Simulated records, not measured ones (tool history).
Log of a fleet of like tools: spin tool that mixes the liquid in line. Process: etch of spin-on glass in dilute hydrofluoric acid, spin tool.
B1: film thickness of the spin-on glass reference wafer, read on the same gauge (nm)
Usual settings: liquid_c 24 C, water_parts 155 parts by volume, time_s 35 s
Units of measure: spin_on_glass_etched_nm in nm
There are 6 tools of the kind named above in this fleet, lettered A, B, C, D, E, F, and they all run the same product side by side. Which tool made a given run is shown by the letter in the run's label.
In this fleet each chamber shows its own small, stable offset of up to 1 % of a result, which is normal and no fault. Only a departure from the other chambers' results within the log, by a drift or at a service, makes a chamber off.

{"run": "1E", "hour": 6.1, "liquid_c": 24, "water_parts": 155, "time_s": 35, "B1": 150.01, "spin_on_glass_etched_nm": 6.8059}
{"run": "2A", "hour": 14.8, "liquid_c": 24, "water_parts": 155, "time_s": 35, "B1": 150.0, "spin_on_glass_etched_nm": 6.829}
{"run": "3C", "hour": 26.0, "liquid_c": 24, "water_parts": 155, "time_s": 35, "B1": 150.0, "spin_on_glass_etched_nm": 6.8278}
{"run": "4B", "hour": 37.0, "liquid_c": 24, "water_parts": 155, "time_s": 35, "B1": 149.93, "spin_on_glass_etched_nm": 6.9446}
{"run": "5D", "hour": 49.3, "liquid_c": 24, "water_parts": 115, "time_s": 35, "B1": 150.01, "spin_on_glass_etched_nm": 9.6168}
{"run": "6F", "hour": 59.4, "liquid_c": 24, "water_parts": 115, "time_s": 35, "B1": 149.98, "spin_on_glass_etched_nm": 9.5558}
{"run": "7C", "hour": 67.1, "liquid_c": 24, "water_parts": 115, "time_s": 35, "B1": 150.02, "spin_on_glass_etched_nm": 9.6539}
{"run": "8E", "hour": 77.6, "liquid_c": 24, "water_parts": 115, "time_s": 35, "B1": 150.01, "spin_on_glass_etched_nm": 9.6574}
{"run": "9D", "hour": 86.2, "liquid_c": 24, "water_parts": 115, "time_s": 35, "B1": 149.97, "spin_on_glass_etched_nm": 9.6599}
{"run": "10F", "hour": 92.9, "liquid_c": 24, "water_parts": 115, "time_s": 35, "B1": 150.0, "spin_on_glass_etched_nm": 9.4722}
{"run": "11B", "hour": 102.4, "liquid_c": 24, "water_parts": 155, "time_s": 35, "B1": 150.0, "spin_on_glass_etched_nm": 6.8366}
{"run": "12A", "hour": 114.0, "liquid_c": 24, "water_parts": 155, "time_s": 35, "B1": 150.04, "spin_on_glass_etched_nm": 6.7905}
{"run": "13A", "hour": 120.9, "liquid_c": 24, "water_parts": 155, "time_s": 35, "B1": 150.03, "spin_on_glass_etched_nm": 6.8212}
{"run": "14D", "hour": 133.7, "liquid_c": 24, "water_parts": 155, "time_s": 35, "B1": 149.98, "spin_on_glass_etched_nm": 6.8279}
{"run": "15F", "hour": 145.5, "liquid_c": 24, "water_parts": 155, "time_s": 35, "B1": 149.99, "spin_on_glass_etched_nm": 6.773}
{"run": "16E", "hour": 156.2, "liquid_c": 24, "water_parts": 155, "time_s": 35, "B1": 150.0, "spin_on_glass_etched_nm": 6.7977}
{"run": "17B", "hour": 163.9, "liquid_c": 24, "water_parts": 155, "time_s": 35, "B1": 150.01, "spin_on_glass_etched_nm": 6.8377}
{"run": "18C", "hour": 169.9, "liquid_c": 24, "water_parts": 155, "time_s": 35, "B1": 149.96, "spin_on_glass_etched_nm": 6.7958}
{"run": "19E", "hour": 179.7, "liquid_c": 24, "water_parts": 155, "time_s": 35, "B1": 150.01, "spin_on_glass_etched_nm": 6.8177}
{"run": "20C", "hour": 191.7, "liquid_c": 24, "water_parts": 155, "time_s": 35, "B1": 150.01, "spin_on_glass_etched_nm": 6.8014}
{"run": "21B", "hour": 198.7, "liquid_c": 24, "water_parts": 155, "time_s": 35, "B1": 150.0, "spin_on_glass_etched_nm": 6.941}
{"run": "22D", "hour": 206.4, "liquid_c": 24, "water_parts": 155, "time_s": 35, "B1": 150.01, "spin_on_glass_etched_nm": 6.8359}
{"hour": 208.7, "done": "chamber F: hydrofluoric acid flow meter replaced"}
{"run": "23F", "hour": 213.0, "liquid_c": 24, "water_parts": 155, "time_s": 35, "B1": 149.95, "spin_on_glass_etched_nm": 6.8093}
{"run": "24A", "hour": 220.1, "liquid_c": 24, "water_parts": 155, "time_s": 35, "B1": 149.98, "spin_on_glass_etched_nm": 6.7098}
{"hour": 229.0, "done": "chamber E: hydrofluoric acid flow meter replaced"}
{"run": "25E", "hour": 231.6, "liquid_c": 24, "water_parts": 155, "time_s": 55, "B1": 149.97, "spin_on_glass_etched_nm": 10.724}
{"run": "26A", "hour": 237.5, "liquid_c": 24, "water_parts": 155, "time_s": 55, "B1": 150.08, "spin_on_glass_etched_nm": 10.566}
{"run": "27F", "hour": 250.0, "liquid_c": 24, "water_parts": 155, "time_s": 55, "B1": 150.02, "spin_on_glass_etched_nm": 10.676}
{"run": "28C", "hour": 261.7, "liquid_c": 24, "water_parts": 155, "time_s": 55, "B1": 149.96, "spin_on_glass_etched_nm": 10.713}
{"run": "29B", "hour": 270.3, "liquid_c": 24, "water_parts": 155, "time_s": 55, "B1": 149.98, "spin_on_glass_etched_nm": 10.913}
{"run": "30D", "hour": 277.1, "liquid_c": 24, "water_parts": 155, "time_s": 55, "B1": 150.02, "spin_on_glass_etched_nm": 10.707}
{"hour": 284.0, "done": "chamber B: thermometer replaced"}
{"run": "31B", "hour": 288.2, "liquid_c": 24, "water_parts": 155, "time_s": 35, "B1": 149.98, "spin_on_glass_etched_nm": 6.9179}
{"run": "32D", "hour": 300.8, "liquid_c": 24, "water_parts": 155, "time_s": 35, "B1": 149.98, "spin_on_glass_etched_nm": 6.8659}
{"run": "33E", "hour": 307.4, "liquid_c": 24, "water_parts": 155, "time_s": 35, "B1": 149.98, "spin_on_glass_etched_nm": 6.6974}
{"run": "34F", "hour": 314.7, "liquid_c": 24, "water_parts": 155, "time_s": 35, "B1": 150.01, "spin_on_glass_etched_nm": 6.8925}
{"run": "35C", "hour": 324.7, "liquid_c": 24, "water_parts": 155, "time_s": 35, "B1": 150.04, "spin_on_glass_etched_nm": 6.8392}
{"run": "36A", "hour": 333.8, "liquid_c": 24, "water_parts": 155, "time_s": 35, "B1": 150.01, "spin_on_glass_etched_nm": 6.6248}
{"run": "37C", "hour": 344.4, "liquid_c": 24, "water_parts": 155, "time_s": 35, "B1": 150.02, "spin_on_glass_etched_nm": 6.7694}
{"run": "38A", "hour": 356.4, "liquid_c": 24, "water_parts": 155, "time_s": 35, "B1": 150.0, "spin_on_glass_etched_nm": 6.626}
{"hour": 359.8, "done": "chamber E: thermometer replaced"}
{"run": "39E", "hour": 363.2, "liquid_c": 24, "water_parts": 155, "time_s": 35, "B1": 149.96, "spin_on_glass_etched_nm": 6.8985}
{"run": "40B", "hour": 375.0, "liquid_c": 24, "water_parts": 155, "time_s": 35, "B1": 149.95, "spin_on_glass_etched_nm": 6.9318}
{"run": "41D", "hour": 383.1, "liquid_c": 24, "water_parts": 155, "time_s": 35, "B1": 149.99, "spin_on_glass_etched_nm": 6.8723}
{"run": "42F", "hour": 391.8, "liquid_c": 24, "water_parts": 155, "time_s": 35, "B1": 149.96, "spin_on_glass_etched_nm": 6.7272}
{"run": "43A", "hour": 399.1, "liquid_c": 24, "water_parts": 155, "time_s": 35, "B1": 150.03, "spin_on_glass_etched_nm": 6.5769}
{"run": "44C", "hour": 409.8, "liquid_c": 20, "water_parts": 155, "time_s": 35, "B1": 150.02, "spin_on_glass_etched_nm": 5.7933}

Has any chamber moved away from the others, gradually or after a service, or does the common gauge drift, or do the chambers differ only by their own small steady offsets? State the chamber and the most likely cause if one applies.

Little by little, chamber A moves away from the other chambers.
Most likely cause: liquid colder than its thermometer reads (K) = 1.14.
From this log alone, it may not be told apart from: hydrofluoric acid flow below the setpoint (%).

Below are 4 candidate recipes for chamber A's next run, each the usual settings with a change, their results shown as question marks. Which of them brings A's results back in line with what the other chambers give on the usual settings?
A result is in line if it is within this distance of the other chambers' mean on the usual settings: spin_on_glass_etched_nm 0.1600 nm
{"run": "45A-1", "hour": 418.9, "liquid_c": 22, "water_parts": 155, "time_s": 35, "spin_on_glass_etched_nm": "?"}
{"run": "45A-2", "hour": 418.9, "liquid_c": 24, "water_parts": 145, "time_s": 35, "spin_on_glass_etched_nm": "?"}
{"run": "45A-3", "hour": 418.9, "liquid_c": 24, "water_parts": 160, "time_s": 35, "spin_on_glass_etched_nm": "?"}
{"run": "45A-4", "hour": 418.9, "liquid_c": 24, "water_parts": 150, "time_s": 35, "spin_on_glass_etched_nm": "?"}

Mean of the other chambers on the usual settings: spin_on_glass_etched_nm 6.8514 nm
run=45A-1 spin_on_glass_etched_nm=6.1205
run=45A-2 spin_on_glass_etched_nm=7.1369
run=45A-3 spin_on_glass_etched_nm=6.3690
run=45A-4 spin_on_glass_etched_nm=6.8639
Change 45A-4 lands the chamber within the allowed miss of the other chambers.
